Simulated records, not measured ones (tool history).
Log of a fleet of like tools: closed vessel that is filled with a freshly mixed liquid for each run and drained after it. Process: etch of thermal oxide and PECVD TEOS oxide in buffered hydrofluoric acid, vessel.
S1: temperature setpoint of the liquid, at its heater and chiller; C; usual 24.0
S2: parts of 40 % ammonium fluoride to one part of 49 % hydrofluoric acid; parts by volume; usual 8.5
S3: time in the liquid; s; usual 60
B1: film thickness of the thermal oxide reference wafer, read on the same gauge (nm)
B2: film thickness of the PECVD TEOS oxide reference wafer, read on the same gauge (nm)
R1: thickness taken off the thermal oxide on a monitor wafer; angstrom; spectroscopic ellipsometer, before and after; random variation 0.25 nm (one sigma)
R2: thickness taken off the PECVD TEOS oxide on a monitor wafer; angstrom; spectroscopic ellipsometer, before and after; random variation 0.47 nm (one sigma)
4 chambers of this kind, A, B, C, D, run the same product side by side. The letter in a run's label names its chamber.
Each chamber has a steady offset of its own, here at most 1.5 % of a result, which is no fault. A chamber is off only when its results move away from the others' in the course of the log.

run,hour,S1,S2,S3,B1,B2,R1,R2
1C,4.2,24.0,8.5,60,30.032,150.00,801.67,1479.20
2B,8.3,24.0,8.5,60,30.006,150.02,797.33,1479.10
3D,12.9,24.0,8.5,60,30.001,150.01,787.47,1488.70
4A,15.8,24.0,8.5,60,30.011,149.98,798.95,1471.20
5D,21.4,24.0,7.0,60,29.989,150.02,968.16,1832.90
6B,26.9,24.0,7.0,60,30.001,149.96,980.16,1835.10
7C,31.1,24.0,7.0,60,29.973,150.02,988.86,1817.30
8A,36.6,24.0,7.0,60,30.033,150.03,985.08,1809.30
9B,40.5,24.0,8.5,30,29.964,150.03,397.32,734.43
10A,43.3,24.0,8.5,30,29.988,150.02,399.46,738.33
11C,46.3,24.0,8.5,30,29.940,150.00,398.34,739.70
12D,49.3,24.0,8.5,30,30.033,150.03,393.44,740.87
13D,54.1,24.0,8.5,60,30.007,150.00,788.55,1490.10
# hour 60.0: chamber B: thermometer replaced
14B,60.0,24.0,8.5,60,29.968,149.99,798.66,1475.90
15C,62.8,24.0,6.0,40,29.988,150.00,750.93,1392.00
16A,67.9,24.0,6.0,40,29.984,149.94,744.23,1377.90
17B,71.0,24.0,6.0,40,29.988,150.03,752.59,1389.90
18D,76.5,24.0,6.0,40,30.028,149.99,735.22,1391.60
19A,80.9,24.0,8.5,60,30.009,149.92,798.01,1471.70
20C,84.6,24.0,8.5,60,29.994,150.00,800.92,1481.80
21C,90.4,24.0,8.5,60,30.032,150.02,804.50,1478.30
22A,95.2,19.5,8.5,45,29.977,150.00,466.54,866.40
23D,99.4,19.5,8.5,45,29.985,150.01,459.05,867.40
24B,102.2,19.5,8.5,45,29.992,150.00,466.55,864.23
25D,106.6,19.5,8.5,45,30.006,149.98,459.05,870.62
26B,109.7,24.0,8.5,60,29.955,149.99,795.47,1475.20
27A,114.4,24.0,8.5,60,30.011,149.99,801.71,1469.60
28C,117.2,24.0,8.5,60,29.995,150.04,804.97,1479.90
29C,119.9,24.0,10.5,95,29.990,150.01,1066.50,1971.10
30B,123.7,24.0,10.5,95,29.992,150.01,1056.30,1954.00
31A,128.0,24.0,10.5,95,29.947,150.03,1073.40,1964.20
32D,132.2,24.0,10.5,95,30.024,150.00,1051.00,1981.00
33D,135.2,28.0,8.5,60,30.006,150.01,983.12,1840.60
34A,138.7,28.0,8.5,60,29.999,149.99,990.37,1825.20
35B,144.4,28.0,8.5,60,30.030,149.96,987.49,1819.80
36C,148.9,28.0,8.5,60,29.994,149.98,992.03,1829.50
37B,152.0,24.0,8.5,60,29.980,150.00,795.45,1473.60

Next, every chamber runs the same settings. What will each give?
38A,156.2,24.0,8.5,60,,,?,?
38B,156.2,24.0,8.5,60,,,?,?
38C,156.2,24.0,8.5,60,,,?,?
38D,156.2,24.0,8.5,60,,,?,?

run,R1,R2
38A,797.18,1470.40
38B,791.92,1479.70
38C,801.16,1481.90
38D,787.02,1494.20
